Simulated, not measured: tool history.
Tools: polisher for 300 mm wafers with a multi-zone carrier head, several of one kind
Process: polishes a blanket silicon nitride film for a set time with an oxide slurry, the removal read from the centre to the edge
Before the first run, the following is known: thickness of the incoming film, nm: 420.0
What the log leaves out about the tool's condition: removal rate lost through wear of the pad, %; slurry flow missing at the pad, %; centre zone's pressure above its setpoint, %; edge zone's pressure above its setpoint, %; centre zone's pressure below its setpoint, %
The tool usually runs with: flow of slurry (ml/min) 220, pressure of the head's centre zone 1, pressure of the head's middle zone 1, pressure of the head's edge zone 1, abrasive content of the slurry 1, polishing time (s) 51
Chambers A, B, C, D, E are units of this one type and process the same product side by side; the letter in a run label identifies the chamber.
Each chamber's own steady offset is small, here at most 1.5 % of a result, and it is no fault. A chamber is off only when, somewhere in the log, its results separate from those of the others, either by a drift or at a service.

run   hour  flow of slurry (ml/min)  pressure of the head's centre zone  pressure of the head's middle zone  pressure of the head's edge zone  abrasive content of the slurry  polishing time (s)  wafers polished on this pad  hours since the slurry nozzle was cleaned  hours since the centre zone pressure was calibrated  hours since the edge zone pressure was calibrated  film removed at the wafer's centre (nm)  film removed at mid-radius (nm)  film removed at the wafer's edge (nm)
 1E   10.1                      220                                   1                                   1                                 1                               1                  51                          958                                       17.1                                               1040.3                                              215.1                                   37.288                           37.527                                 37.011
 2B   14.5                      220                                   1                                   1                                 1                               1                  51                          273                                      154.1                                                388.5                                             1241.4                                   37.558                           37.149                                 37.149
 3D   22.3                      220                                   1                                   1                                 1                               1                  51                          315                                      174.6                                                968.2                                               68.4                                   36.379                           37.675                                 37.253
      25.8  -- chamber E: worn pad replaced by a new one
 4C   29.3                      220                                   1                                   1                                 1                               1                  51                         1041                                       89.6                                                217.9                                              282.6                                   37.676                           36.596                                 36.768
 5A   34.2                      220                                   1                                   1                                 1                               1                  51                          521                                      382.8                                               1131.9                                              185.5                                   37.409                            37.13                                 37.345
 6C   43.4                      220                                   1                                   1                                 1                               1                  51                         1169                                      103.7                                                  232                                              296.7                                    36.13                           36.457                                 36.525
 7B   53.5                      220                                   1                                   1                                 1                               1                  51                          628                                      193.1                                                427.5                                             1280.4                                    35.63                           36.925                                 36.908
      56.1  -- chamber D: worn pad replaced by a new one
      59.4  -- chamber C: worn pad replaced by a new one
 8A   61.9                      220                                   1                                   1                                 1                               1                  51                          773                                      410.5                                               1159.6                                              213.2                                   37.066                           35.708                                 37.289
 9E   68.8                      220                                   1                                   1                                 1                               1                  51                          392                                       75.8                                                 1099                                              273.8                                   37.689                           36.876                                 37.279
10D   74.7                      220                                   1                                   1                                 1                               1                  51                          169                                        227                                               1020.6                                              120.8                                   36.187                           36.436                                  37.44
11B   79.6                      220                                   1                                   1                                 1                               1                  51                          866                                      219.2                                                453.6                                             1306.5                                   36.599                           37.492                                 37.397
12A   89.2                      220                                   1                                   1                                 1                               1                  51                         1022                                      437.8                                               1186.9                                              240.5                                   37.429                           37.637                                 37.302
13D   95.4                      220                                   1                                   1                                 1                               1                  51                          357                                      247.7                                               1041.3                                              141.5                                   37.525                           36.089                                 37.211
      98.8  -- chamber B: worn pad replaced by a new one
14E  101.8                      220                                   1                                   1                                 1                               1                  51                          692                                      108.8                                                 1132                                              306.8                                     37.2                           36.755                                 37.115
     104.5  -- chamber B: edge zone pressure recalibrated
       107  -- chamber E: centre zone pressure recalibrated
     107.9  -- chamber D: centre zone pressure recalibrated
15C  109.4                      220                                   1                                   1                                 1                               1                  51                          456                                      169.7                                                  298                                              362.7                                   38.267                           37.742                                 36.927
       115  -- chamber B: slurry nozzle cleaned
16B  115.6                      220                                   1                                   1                                 1                               1                  51                          153                                        0.6                                                489.6                                               11.1                                   36.475                           37.319                                 37.079
17E  121.1                      220                                   1                                   1                                 1                               1                  51                          868                                      128.1                                                 14.1                                              326.1                                   36.869                           37.233                                 36.844
     124.1  -- chamber B: centre zone pressure recalibrated
18C  126.7                      220                                   1                                   1                                 1                               1                  51                          613                                        187                                                315.3                                                380                                   36.075                           37.191                                 37.648
     134.2  -- chamber E: worn pad replaced by a new one
19D  136.3                      220                                1.07                                   1                                 1                               1                  63                          730                                      288.6                                                 28.4                                              182.4                                    49.96                           46.695                                 45.915
     136.6  -- chamber D: worn pad replaced by a new one
     139.9  -- chamber A: worn pad replaced by a new one
20A  140.9                      220                                1.07                                   1                                 1                               1                  63                            9                                      489.5                                               1238.6                                              292.2                                    50.23                           45.723                                 45.257
     142.6  -- chamber A: slurry nozzle cleaned
21C  149.9                      220                                1.07                                   1                                 1                               1                  63                          824                                      210.2                                                338.5                                              403.2                                   46.969                           46.004                                 45.862
22D    160                      220                                1.07                                   1                                 1                               1                  63                          213                                      312.3                                                 52.1                                              206.1                                   49.493                           44.823                                 45.433
23E  169.2                      220                                1.07                                   1                                 1                               1                  63                          319                                      176.2                                                 62.2                                              374.2                                   50.296                           45.425                                 46.345
24A  175.2                      220                                   1                                   1                                 1                               1                  51                          322                                       32.7                                               1272.9                                              326.5                                   37.157                           37.599                                 37.462
     178.1  -- chamber C: slurry nozzle cleaned
25B  181.5                      220                                   1                                   1                                 1                               1                  51                          753                                       66.5                                                 57.5                                                 77                                   36.751                           38.497                                 36.604
26D  189.1                      220                                   1                                   1                                 1                               1                  51                          478                                      341.4                                                 81.2                                              235.2                                   36.249                           36.753                                  36.95
27B  195.7                      220                                   1                                   1                                 1                               1                  51                          882                                       80.7                                                 71.7                                               91.2                                    37.24                           37.442                                 36.985
     201.4  -- chamber D: worn pad replaced by a new one
     202.5  -- chamber C: worn pad replaced by a new one
28A  204.7                      220                                   1                                   1                                 1                               1                  51                          590                                       62.2                                               1302.4                                                356                                   37.601                           37.561                                 37.607
29C  209.8                      220                                   1                                   1                                 1                               1                  51                           66                                       31.8                                                398.4                                              463.1                                   33.787                           37.115                                  37.21
30E  219.7                      220                                   1                                   1                                 1                               1                  51                          779                                      226.7                                                112.7                                              424.7                                   36.612                           37.184                                 37.527
31B  229.9                      220                                   1                                   1                                 1                               1                  51                         1194                                      114.9                                                105.9                                              125.4                                   37.087                           37.811                                 37.576
32E  237.7                      220                                   1                                   1                                 1                               1                  51                          943                                      244.7                                                130.7                                              442.7                                   37.602                           37.667                                 37.205
33A  246.3                      220                                   1                                1.05                                 1                               1                  51                          969                                      103.8                                                 1344                                              397.6                                   37.016                            39.11                                 37.163
34D  250.7                      220                                   1                                1.05                                 1                               1                  51                          448                                        403                                                142.8                                              296.8                                   35.686                           37.991                                  37.41
     254.6  -- chamber E: slurry nozzle cleaned
35C  257.4                      220                                   1                                1.05                                 1                               1                  51                          500                                       79.4                                                  446                                              510.7                                   32.646                           39.482                                 37.733
     261.4  -- chamber E: worn pad replaced by a new one
36E  265.9                      220                                   1                                1.05                                 1                               1                  51                           41                                       11.3                                                158.9                                              470.9                                   36.053                           38.955                                 36.774

Each of the 5 chambers runs these same settings next. Fill in every chamber's results:
37A  273.2                      220                                   1                                   1                                 1                               1                  51                                                                                                                                                                                                                        ?                                ?                                      ?
37B  273.2                      220                                   1                                   1                                 1                               1                  51                                                                                                                                                                                                                        ?                                ?                                      ?
37C  273.2                      220                                   1                                   1                                 1                               1                  51                                                                                                                                                                                                                        ?                                ?                                      ?
37D  273.2                      220                                   1                                   1                                 1                               1                  51                                                                                                                                                                                                                        ?                                ?                                      ?
37E  273.2                      220                                   1                                   1                                 1                               1                  51                                                                                                                                                                                                                        ?                                ?                                      ?

run  film removed at the wafer's centre (nm)  film removed at mid-radius (nm)  film removed at the wafer's edge (nm)
37A                                   36.757                           38.002                                  37.12
37B                                    37.08                           37.069                                 37.381
37C                                   31.702                           37.126                                 37.757
37D                                   37.204                           36.159                                 37.225
37E                                   37.436                           36.476                                   36.5
